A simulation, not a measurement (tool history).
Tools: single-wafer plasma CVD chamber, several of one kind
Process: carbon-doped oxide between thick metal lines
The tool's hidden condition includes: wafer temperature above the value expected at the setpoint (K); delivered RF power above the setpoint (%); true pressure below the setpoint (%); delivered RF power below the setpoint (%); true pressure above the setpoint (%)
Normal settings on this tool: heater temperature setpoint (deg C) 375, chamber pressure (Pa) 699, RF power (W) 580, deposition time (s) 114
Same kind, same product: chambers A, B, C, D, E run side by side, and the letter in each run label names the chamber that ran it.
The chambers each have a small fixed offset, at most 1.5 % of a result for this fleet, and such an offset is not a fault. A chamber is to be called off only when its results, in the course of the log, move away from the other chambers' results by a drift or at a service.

run,hour,heater temperature setpoint (deg C),chamber pressure (Pa),RF power (W),deposition time (s),hours since the last thermocouple change,hours since the last RF generator calibration,hours since the last manometer calibration,"read-back reference wafer on the same gauge, thickness_nm",mean film thickness on the monitor wafer (Å)
1C,7.1,375,699,580,114,596.8,674.2,82.0,709.57,5947.3
2A,10.6,375,699,580,114,490.6,1050.0,1716.0,709.79,5923.9
3D,14.3,375,699,580,114,880.5,1667.4,2792.9,710.19,5954.6
# hour 16.4: chamber D: capacitance manometer re-zeroed and calibrated
4B,18.6,375,699,580,114,2551.6,71.6,1291.4,709.98,6002.4
5E,23.8,375,699,580,114,2399.5,651.6,220.6,709.92,5913.2
6E,29.7,375,699,580,114,2405.4,657.5,226.5,710.21,5939.4
7C,35.8,375,699,580,114,625.5,702.9,110.7,709.59,5968.1
8B,40.2,375,699,580,114,2573.2,93.2,1313.0,709.75,6058.3
9D,44.8,375,699,580,114,911.0,1697.9,28.5,710.61,5953.0
10A,48.4,375,699,525,128,528.4,1087.8,1753.8,710.20,6282.0
11E,55.9,375,699,525,128,2431.6,683.7,252.7,710.19,6246.0
12B,62.7,375,699,525,128,2595.7,115.7,1335.5,710.44,6360.2
13D,69.3,375,699,525,128,935.5,1722.4,53.0,709.63,6304.9
14A,75.6,375,699,525,128,555.6,1115.0,1781.0,709.49,6243.6
15C,83.0,375,699,580,114,672.7,750.1,157.9,710.20,5918.5
16C,89.7,375,699,580,114,679.4,756.8,164.6,709.33,5961.9
17D,95.5,375,699,580,114,961.7,1748.6,79.2,709.72,5974.9
# hour 99.4: chamber B: capacitance manometer re-zeroed and calibrated
18E,101.9,375,699,580,114,2477.6,729.7,298.7,709.58,5905.6
19A,107.8,375,699,580,114,587.8,1147.2,1813.2,710.15,5974.2
20B,112.6,375,644,580,114,2645.6,165.6,13.2,709.81,5929.5
21D,116.3,375,644,580,114,982.5,1769.4,100.0,710.29,5866.3
22C,121.5,375,644,580,114,711.2,788.6,196.4,710.16,5815.7
23B,128.1,375,644,580,114,2661.1,181.1,28.7,709.64,5919.8
24E,133.9,375,644,580,114,2509.6,761.7,330.7,709.44,5825.4
25A,137.9,375,600,685,114,617.9,1177.3,1843.3,710.46,6375.4
26B,144.1,375,600,685,114,2677.1,197.1,44.7,710.06,6452.6
27D,151.1,375,600,685,114,1017.3,1804.2,134.8,709.61,6365.4
28A,158.6,375,600,685,114,638.6,1198.0,1864.0,710.03,6419.8
29C,165.5,375,600,685,114,755.2,832.6,240.4,709.94,6349.8
30E,170.9,375,699,580,114,2546.6,798.7,367.7,709.29,5919.4
31C,177.9,375,699,580,114,767.6,845.0,252.8,709.99,5879.4
32D,181.4,367,699,580,96,1047.6,1834.5,165.1,710.10,5132.8
33E,186.5,367,699,580,96,2562.2,814.3,383.3,709.68,5085.6
34B,192.6,367,699,580,96,2725.6,245.6,93.2,710.56,5155.2
35A,199.5,367,699,580,96,679.5,1238.9,1904.9,709.52,5078.8
36C,205.1,367,699,580,96,794.8,872.2,280.0,709.57,4991.4
37D,210.6,375,699,580,114,1076.8,1863.7,194.3,709.86,5930.3
38E,214.7,375,699,580,114,2590.4,842.5,411.5,709.98,5929.3
39B,221.4,375,699,580,114,2754.4,274.4,122.0,710.48,6001.6
40A,228.7,375,699,580,114,708.7,1268.1,1934.1,710.19,5936.5
41E,233.0,370,805,580,114,2608.7,860.8,429.8,709.80,6047.4
42C,239.1,370,805,580,114,828.8,906.2,314.0,709.79,5960.7
43B,246.0,370,805,580,114,2779.0,299.0,146.6,709.72,6190.4
44D,252.8,370,805,580,114,1119.0,1905.9,236.5,710.23,6114.8

Predict what each chamber gives when all 5 of them run the settings below next.
45A,258.2,375,699,580,97,,,,,?
45B,258.2,375,699,580,97,,,,,?
45C,258.2,375,699,580,97,,,,,?
45D,258.2,375,699,580,97,,,,,?
45E,258.2,375,699,580,97,,,,,?

run,mean film thickness on the monitor wafer (Å)
45A,5087.6
45B,5109.0
45C,4925.7
45D,5058.3
45E,5023.1

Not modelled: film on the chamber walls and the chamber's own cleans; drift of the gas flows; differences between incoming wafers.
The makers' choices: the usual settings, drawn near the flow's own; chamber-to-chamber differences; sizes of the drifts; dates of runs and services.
